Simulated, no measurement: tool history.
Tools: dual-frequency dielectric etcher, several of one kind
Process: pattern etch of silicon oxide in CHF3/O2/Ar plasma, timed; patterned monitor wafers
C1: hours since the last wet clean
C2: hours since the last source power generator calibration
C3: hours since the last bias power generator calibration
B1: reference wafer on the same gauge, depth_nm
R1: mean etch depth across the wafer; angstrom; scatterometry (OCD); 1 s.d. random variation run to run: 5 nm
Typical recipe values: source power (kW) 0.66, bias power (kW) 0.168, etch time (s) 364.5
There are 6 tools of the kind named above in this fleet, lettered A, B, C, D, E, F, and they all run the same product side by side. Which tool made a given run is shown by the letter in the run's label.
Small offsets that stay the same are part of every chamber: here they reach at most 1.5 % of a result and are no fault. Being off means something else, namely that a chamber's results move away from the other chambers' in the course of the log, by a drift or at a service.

Run 1D, hour 4: usual settings; C1 161.6; C2 1118.2; C3 376.5; B1 648.39. Result: R1 7400 angstrom.
Run 2F, hour 7.8: usual settings; C1 118.1; C2 3185.6; C3 3406.3; B1 647.12. Result: R1 7301 angstrom.
Run 3C, hour 9.9: usual settings; C1 116.6; C2 1573.4; C3 732.4; B1 646.37. Result: R1 7305.4 angstrom.
Run 4A, hour 13.5: usual settings; C1 427.4; C2 1377.6; C3 1847.5; B1 648.92. Result: R1 7326.1 angstrom.
Run 5B, hour 17: usual settings; C1 434.5; C2 2071.6; C3 1877; B1 647.23. Result: R1 7318.9 angstrom.
Run 6E, hour 20.8: usual settings; C1 232.5; C2 833; C3 1063.3; B1 646.99. Result: R1 7249.2 angstrom.
Run 7D, hour 24.3: usual settings; C1 181.9; C2 1138.5; C3 396.8; B1 648.12. Result: R1 7335.7 angstrom.
Run 8B, hour 26.6: usual settings but source power (kW) 0.55, etch time (s) 455.5; C1 444.1; C2 2081.2; C3 1886.6; B1 647.46. Result: R1 8537.7 angstrom.
Run 9F, hour 30.5: usual settings but source power (kW) 0.55, etch time (s) 455.5; C1 140.8; C2 3208.3; C3 3429; B1 647.98. Result: R1 8477.3 angstrom.
Run 10C, hour 34.1: usual settings but source power (kW) 0.55, etch time (s) 455.5; C1 140.8; C2 1597.6; C3 756.6; B1 647.11. Result: R1 8494.4 angstrom.
Run 11A, hour 36.8: usual settings but source power (kW) 0.55, etch time (s) 455.5; C1 450.7; C2 1400.9; C3 1870.8; B1 649.19. Result: R1 8484.1 angstrom.
Run 12E, hour 41: usual settings but source power (kW) 0.55, etch time (s) 455.5; C1 252.7; C2 853.2; C3 1083.5; B1 648.09. Result: R1 8497.6 angstrom.
Run 13B, hour 43.7: usual settings but source power (kW) 0.55, etch time (s) 455.5; C1 461.2; C2 2098.3; C3 1903.7; B1 647.61. Result: R1 8480 angstrom.
Run 14A, hour 47.8: usual settings; C1 461.7; C2 1411.9; C3 1881.8; B1 648.1. Result: R1 7337.3 angstrom.
Run 15C, hour 50.6: usual settings; C1 157.3; C2 1614.1; C3 773.1; B1 648.93. Result: R1 7419.4 angstrom.
Run 16D, hour 54.4: usual settings; C1 212; C2 1168.6; C3 426.9; B1 648.59. Result: R1 7393.2 angstrom.
Run 17F, hour 58.3: usual settings; C1 168.6; C2 3236.1; C3 3456.8; B1 647.67. Result: R1 7323 angstrom.
Run 18E, hour 61.2: usual settings; C1 272.9; C2 873.4; C3 1103.7; B1 647.9. Result: R1 7202.8 angstrom.
Run 19D, hour 63.2: usual settings; C1 220.8; C2 1177.4; C3 435.7; B1 648.58. Result: R1 7410.2 angstrom.
Run 20F, hour 67.1: usual settings; C1 177.4; C2 3244.9; C3 3465.6; B1 647.12. Result: R1 7374.5 angstrom.
Run 21E, hour 69.7: usual settings; C1 281.4; C2 881.9; C3 1112.2; B1 648.77. Result: R1 7287.9 angstrom.
Run 22A, hour 72.6: usual settings; C1 486.5; C2 1436.7; C3 1906.6; B1 647.39. Result: R1 7334.7 angstrom.
Run 23B, hour 75.3: usual settings; C1 492.8; C2 2129.9; C3 1935.3; B1 648.39. Result: R1 7338.6 angstrom.
Run 24C, hour 79.2: usual settings; C1 185.9; C2 1642.7; C3 801.7; B1 648.99. Result: R1 7320.5 angstrom.
Run 25B, hour 81.9: usual settings; C1 499.4; C2 2136.5; C3 1941.9; B1 648.41. Result: R1 7336.1 angstrom.
Run 26F, hour 84.5: usual settings; C1 194.8; C2 3262.3; C3 3483; B1 647.84. Result: R1 7422.1 angstrom.
Run 27C, hour 87.6: usual settings; C1 194.3; C2 1651.1; C3 810.1; B1 647.99. Result: R1 7336 angstrom.
Run 28E, hour 91.7: usual settings; C1 303.4; C2 903.9; C3 1134.2; B1 649.38. Result: R1 7280.1 angstrom.
Run 29A, hour 94.1: usual settings; C1 508; C2 1458.2; C3 1928.1; B1 648.36. Result: R1 7384 angstrom.
Run 30D, hour 96: usual settings; C1 253.6; C2 1210.2; C3 468.5; B1 647.65. Result: R1 7437.7 angstrom.
Run 31A, hour 100: usual settings but bias power (kW) 0.146; C1 513.9; C2 1464.1; C3 1934; B1 648.16. Result: R1 6984.7 angstrom.
At hour 102.1: chamber B: wet clean of the chamber.
Run 32F, hour 102.9: usual settings but bias power (kW) 0.146; C1 213.2; C2 3280.7; C3 3501.4; B1 647.82. Result: R1 7012.6 angstrom.
Run 33D, hour 105.4: usual settings but bias power (kW) 0.146; C1 263; C2 1219.6; C3 477.9; B1 647.96. Result: R1 7137.8 angstrom.
Run 34B, hour 107.3: usual settings but bias power (kW) 0.146; C1 5.3; C2 2161.9; C3 1967.3; B1 647.79. Result: R1 6988.9 angstrom.
Run 35E, hour 111.3: usual settings but bias power (kW) 0.146; C1 323; C2 923.5; C3 1153.8; B1 646.77. Result: R1 7064.9 angstrom.
Run 36C, hour 114.3: usual settings but bias power (kW) 0.146; C1 221; C2 1677.8; C3 836.8; B1 648.51. Result: R1 7001.7 angstrom.
Run 37A, hour 116.2: usual settings; C1 530.1; C2 1480.3; C3 1950.2; B1 647.88. Result: R1 7440.1 angstrom.
Run 38E, hour 118.4: usual settings; C1 330.1; C2 930.6; C3 1160.9; B1 648.6. Result: R1 7380.2 angstrom.
Run 39D, hour 122.6: usual settings; C1 280.2; C2 1236.8; C3 495.1; B1 647.92. Result: R1 7392.6 angstrom.

Which is it: a chamber that has drifted or been left off by a service, a gauge drift common to all chambers, or only each chamber's usual small offset? If a chamber is off, name it and its likeliest cause.

Beyond each chamber's small constant offset nothing stands out, and the gauge stays steady.

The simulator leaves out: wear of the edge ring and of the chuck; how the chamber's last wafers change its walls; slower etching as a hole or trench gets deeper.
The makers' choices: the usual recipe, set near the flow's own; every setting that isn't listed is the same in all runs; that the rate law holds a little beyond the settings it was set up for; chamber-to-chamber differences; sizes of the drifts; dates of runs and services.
